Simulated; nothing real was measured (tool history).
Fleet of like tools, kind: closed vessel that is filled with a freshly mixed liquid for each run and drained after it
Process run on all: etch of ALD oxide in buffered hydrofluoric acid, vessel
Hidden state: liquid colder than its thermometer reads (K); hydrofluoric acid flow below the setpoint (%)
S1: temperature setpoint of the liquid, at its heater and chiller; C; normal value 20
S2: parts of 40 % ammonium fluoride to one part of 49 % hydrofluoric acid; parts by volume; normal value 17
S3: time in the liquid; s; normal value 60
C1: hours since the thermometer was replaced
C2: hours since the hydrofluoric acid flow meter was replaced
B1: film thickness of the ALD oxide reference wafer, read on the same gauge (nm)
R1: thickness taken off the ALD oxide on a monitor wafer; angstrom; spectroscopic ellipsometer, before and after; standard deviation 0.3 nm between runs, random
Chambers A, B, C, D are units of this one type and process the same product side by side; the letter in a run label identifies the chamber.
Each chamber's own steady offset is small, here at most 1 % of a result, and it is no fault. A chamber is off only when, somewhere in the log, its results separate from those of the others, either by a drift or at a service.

run,hour,S1,S2,S3,C1,C2,B1,R1
1C,8,20,17,60,482.4,916.7,29.979,619.86
2D,17.4,20,17,60,336.8,1706.3,29.989,617.61
3B,26.7,20,17,60,285.3,1457.9,30.005,617.84
4A,36.9,20,17,60,880.6,1169.6,30.007,617.59
5B,45.1,20,17,60,303.7,1476.3,29.982,629.01
6D,55.6,20,17,60,375,1744.5,29.998,614.5
7A,65.3,20,17,60,909,1198,30.005,617.08
8C,74.1,20,17,60,548.5,982.8,30.004,622.03
9C,80.3,17,17,60,554.7,989,30.018,522.46
10A,86.1,17,17,60,929.8,1218.8,30.008,523.5
11D,91.9,17,17,60,411.3,1780.8,29.969,521.85
12B,101.8,17,17,60,360.4,1533,29.993,526.94
13A,109.3,20,17,60,953,1242,30.016,615.13
14D,118.3,20,17,60,437.7,1807.2,30.016,618.31
15B,125.5,17,17,60,384.1,1556.7,30.006,528.17
16C,131.5,17,17,60,605.9,1040.2,29.99,518.64
17B,144,17,17,60,402.6,1575.2,30.003,524.75
18A,157.2,17,17,60,1000.9,1289.9,30.016,518.97
19D,163.3,20,17,60,482.7,1852.2,30.014,615.87
20C,174.7,20,17,60,649.1,1083.4,29.979,619.77
21D,187.1,20,17,35,506.5,1876,30.009,362.38
22C,195.7,20,17,35,670.1,1104.4,30.003,357.75
23B,203.9,20,17,35,462.5,1635.1,29.983,362.45
24A,213.9,20,17,35,1057.6,1346.6,30.011,361.85

All 4 chambers run these settings next. Forecast each chamber's results:
25A,223.3,20,17,85,,,,?
25B,223.3,20,17,85,,,,?
25C,223.3,20,17,85,,,,?
25D,223.3,20,17,85,,,,?

run,R1
25A,875.01
25B,880.41
25C,879.79
25D,879.92
